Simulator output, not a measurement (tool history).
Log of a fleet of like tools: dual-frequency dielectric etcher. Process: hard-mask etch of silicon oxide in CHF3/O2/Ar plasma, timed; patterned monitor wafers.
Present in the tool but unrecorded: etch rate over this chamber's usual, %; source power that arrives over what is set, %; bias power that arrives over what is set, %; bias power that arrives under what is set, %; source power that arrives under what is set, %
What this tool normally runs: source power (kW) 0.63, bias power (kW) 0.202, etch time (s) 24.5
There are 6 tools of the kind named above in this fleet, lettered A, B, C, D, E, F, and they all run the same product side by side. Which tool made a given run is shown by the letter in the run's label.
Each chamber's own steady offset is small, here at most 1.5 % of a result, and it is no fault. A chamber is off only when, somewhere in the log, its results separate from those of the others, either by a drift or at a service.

run,hour,source power (kW),bias power (kW),etch time (s),hours since the last wet clean,hours since the last source power generator calibration,hours since the last bias power generator calibration,"read-back reference wafer on the same gauge, depth_nm",mean etch depth across the wafer (angstrom)
1E,6.6,0.63,0.202,24.5,112.1,1943.3,3955.6,46.204,517.1
2A,17.9,0.63,0.202,24.5,134.4,1197.5,825.8,46.209,512.1
3C,25.5,0.63,0.202,24.5,185.1,239.4,2069.7,46.192,511.54
4B,36.9,0.63,0.202,24.5,212.4,388.9,2061.7,46.163,507.59
# hour 37.6: chamber F: wet clean of the chamber
5D,48.8,0.76,0.202,19.5,486.4,315.9,1408.9,46.185,441.5
# hour 54.1: chamber B: bias power generator calibrated
6F,60.1,0.76,0.202,19.5,22.6,2479.2,1067.1,46.151,440.12
7A,67.8,0.76,0.202,19.5,184.3,1247.4,875.7,46.136,437.55
8F,76.6,0.76,0.202,19.5,39.1,2495.7,1083.6,46.137,439.84
9D,87.4,0.76,0.202,19.5,525,354.5,1447.5,46.147,440.63
10E,97.7,0.76,0.202,19.5,203.2,2034.4,4046.7,46.133,440.96
# hour 102.7: chamber D: wet clean of the chamber
11B,103.9,0.63,0.202,24.5,279.4,455.9,49.9,46.132,506.31
12C,116.6,0.63,0.202,24.5,276.2,330.5,2160.8,46.088,509.62
13B,124.9,0.51,0.202,30,300.4,476.9,70.9,46.104,573.29
14E,135,0.51,0.202,30,240.5,2071.7,4084,46.111,584.8
15D,147.4,0.51,0.202,30,44.7,414.5,1507.5,46.088,580.64
16C,153.2,0.51,0.202,30,312.8,367.1,2197.4,46.088,575.58
17A,160.4,0.51,0.202,30,276.9,1340,968.3,46.09,578.49
18F,169.2,0.51,0.202,30,131.7,2588.3,1176.2,46.069,580.42
19E,181.5,0.63,0.202,24.5,287,2118.2,4130.5,46.059,516.15
20F,191,0.63,0.202,24.5,153.5,2610.1,1198,46.057,513.5
21D,201,0.63,0.202,24.5,98.3,468.1,1561.1,46.045,513.78
22C,208,0.63,0.202,24.5,367.6,421.9,2252.2,46.058,509.65
23A,214.7,0.63,0.202,24.5,331.2,1394.3,1022.6,46.041,511.54
24B,225,0.77,0.202,24.5,400.5,577,171,46.026,545.79
25D,232.9,0.77,0.202,24.5,130.2,500,1593,46.009,554.25
26A,241.6,0.77,0.202,24.5,358.1,1421.2,1049.5,46.024,550.45
27C,250,0.77,0.202,24.5,409.6,463.9,2294.2,46.009,550.06
28E,260.6,0.77,0.202,24.5,366.1,2197.3,4209.6,46.005,556.42
29B,269.3,0.77,0.202,24.5,444.8,621.3,215.3,46.015,545.62
30F,281.6,0.63,0.202,24.5,244.1,2700.7,1288.6,45.99,513.23
31C,287.3,0.63,0.202,24.5,446.9,501.2,2331.5,45.985,508.49
32E,294.6,0.63,0.202,24.5,400.1,2231.3,4243.6,45.979,514.63
# hour 302.8: chamber B: wet clean of the chamber
33A,303.8,0.63,0.202,24.5,420.3,1483.4,1111.7,45.971,509.98
34B,310.5,0.63,0.202,24.5,7.8,662.5,256.5,45.96,504.5
35F,321.5,0.63,0.202,24.5,284,2740.6,1328.5,45.95,511.67
36D,330.9,0.63,0.202,24.5,228.2,598,1691,45.932,513.01
37D,343.5,0.63,0.234,24.5,240.8,610.6,1703.6,45.947,540.4
38C,351.4,0.63,0.234,24.5,511,565.3,2395.6,45.928,534.16

Is one chamber off against the others, does the gauge drift, or is nothing wrong? If a chamber is off, say which, and what the likeliest cause is.

It is the gauge, not a chamber: its drift shows up in every chamber's results at once, and no chamber is off.
Likeliest cause: gauge reads low (%) = 0.58.
